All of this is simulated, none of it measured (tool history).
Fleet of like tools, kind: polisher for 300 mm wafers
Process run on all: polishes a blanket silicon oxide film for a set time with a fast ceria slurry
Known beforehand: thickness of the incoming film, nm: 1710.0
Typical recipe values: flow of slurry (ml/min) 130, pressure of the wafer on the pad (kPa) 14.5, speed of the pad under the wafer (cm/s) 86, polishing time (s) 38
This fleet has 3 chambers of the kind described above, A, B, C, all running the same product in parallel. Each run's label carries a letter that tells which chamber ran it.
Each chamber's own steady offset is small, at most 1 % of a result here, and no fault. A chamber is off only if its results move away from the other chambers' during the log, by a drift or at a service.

run	hour	flow of slurry (ml/min)	pressure of the wafer on the pad (kPa)	speed of the pad under the wafer (cm/s)	polishing time (s)	film removed (angstrom)
1C	10.6	130	14.5	86	38	3653.7
# hour 16.3: chamber A: worn pad replaced by a new one
2B	17.3	130	14.5	86	38	3582.4
3A	29.7	130	14.5	86	38	3555.5
4B	39.1	130	14.5	86	38	3578.7
5A	48.1	130	14.5	86	38	3584
6C	61.3	130	14.5	86	38	3613.1
7B	72.7	130	14.5	86	38	3582.7
8A	86.1	130	14.5	86	38	3601
9C	93.1	130	13.1	86	48	4185
# hour 100.9: chamber A: worn pad replaced by a new one
10B	102.5	130	13.1	86	48	4113
# hour 108.7: chamber B: worn pad replaced by a new one
11C	115.9	130	13.1	86	48	4101.9
# hour 122: chamber C: worn pad replaced by a new one
12A	126	130	14.5	86	38	3588
# hour 139.4: chamber A: slurry nozzle cleaned
13B	139.4	130	14.5	86	38	3563.4
14A	147.3	130	14.5	86	38	3576.4
15C	154.9	130	14.5	86	38	3621.3
16B	165.8	130	14.5	86	38	3538.8
17C	173.2	130	14.5	86	38	3635.6
18A	181.7	130	14.5	86	38	3602.4
# hour 184.4: chamber A: worn pad replaced by a new one
19B	190.5	95	14.5	86	38	3319.7
20A	197.2	95	14.5	86	38	3332.9
21C	211.6	95	14.5	86	38	3367.6
22C	222.3	130	14.5	86	38	3645
# hour 226.2: chamber B: worn pad replaced by a new one
# hour 229.4: chamber C: worn pad replaced by a new one
23B	233.8	130	14.5	86	38	3601.8
24A	248	130	14.5	86	38	3577.2
25C	258.5	130	14.5	86	38	3684.7
26A	267.7	130	14.5	76	38	3176.5
# hour 275.2: chamber A: worn pad replaced by a new one
27B	277.8	130	14.5	76	38	3157.4
28C	289.8	130	14.5	76	38	3182.1
29B	297.2	130	14.5	68	26	1907.6
30A	305.2	130	14.5	68	26	1965.8
31C	319.6	130	14.5	68	26	1955.2
32B	327.5	130	16.5	86	38	4122.8
33A	339.8	130	16.5	86	38	4134
34C	347	130	16.5	86	38	4175.5
# hour 350: chamber C: worn pad replaced by a new one
# hour 359.4: chamber B: worn pad replaced by a new one
# hour 361.6: chamber A: head pressure recalibrated
35A	362.3	130	14.5	86	38	3567.2
# hour 366.9: chamber A: worn pad replaced by a new one
36B	372.6	130	19.3	86	48	6023.4
37A	386.9	130	19.3	86	48	6029.8
# hour 389.5: chamber C: slurry nozzle cleaned
38B	402	130	19.3	86	48	5997.9
39C	413.5	130	14.5	86	38	3619.2
40A	422.9	130	14.5	86	38	3567.6
41B	431.2	130	14.5	86	38	3550.2
42C	439.5	130	14.5	86	38	3663.8

Read the log: is a single chamber off, either drifting away or since a service, is the gauge that measures every chamber drifting, or is nothing wrong beyond small per-chamber offsets? Name any odd chamber and what most likely caused it.

Beyond each chamber's small constant offset nothing stands out, and the gauge stays steady.
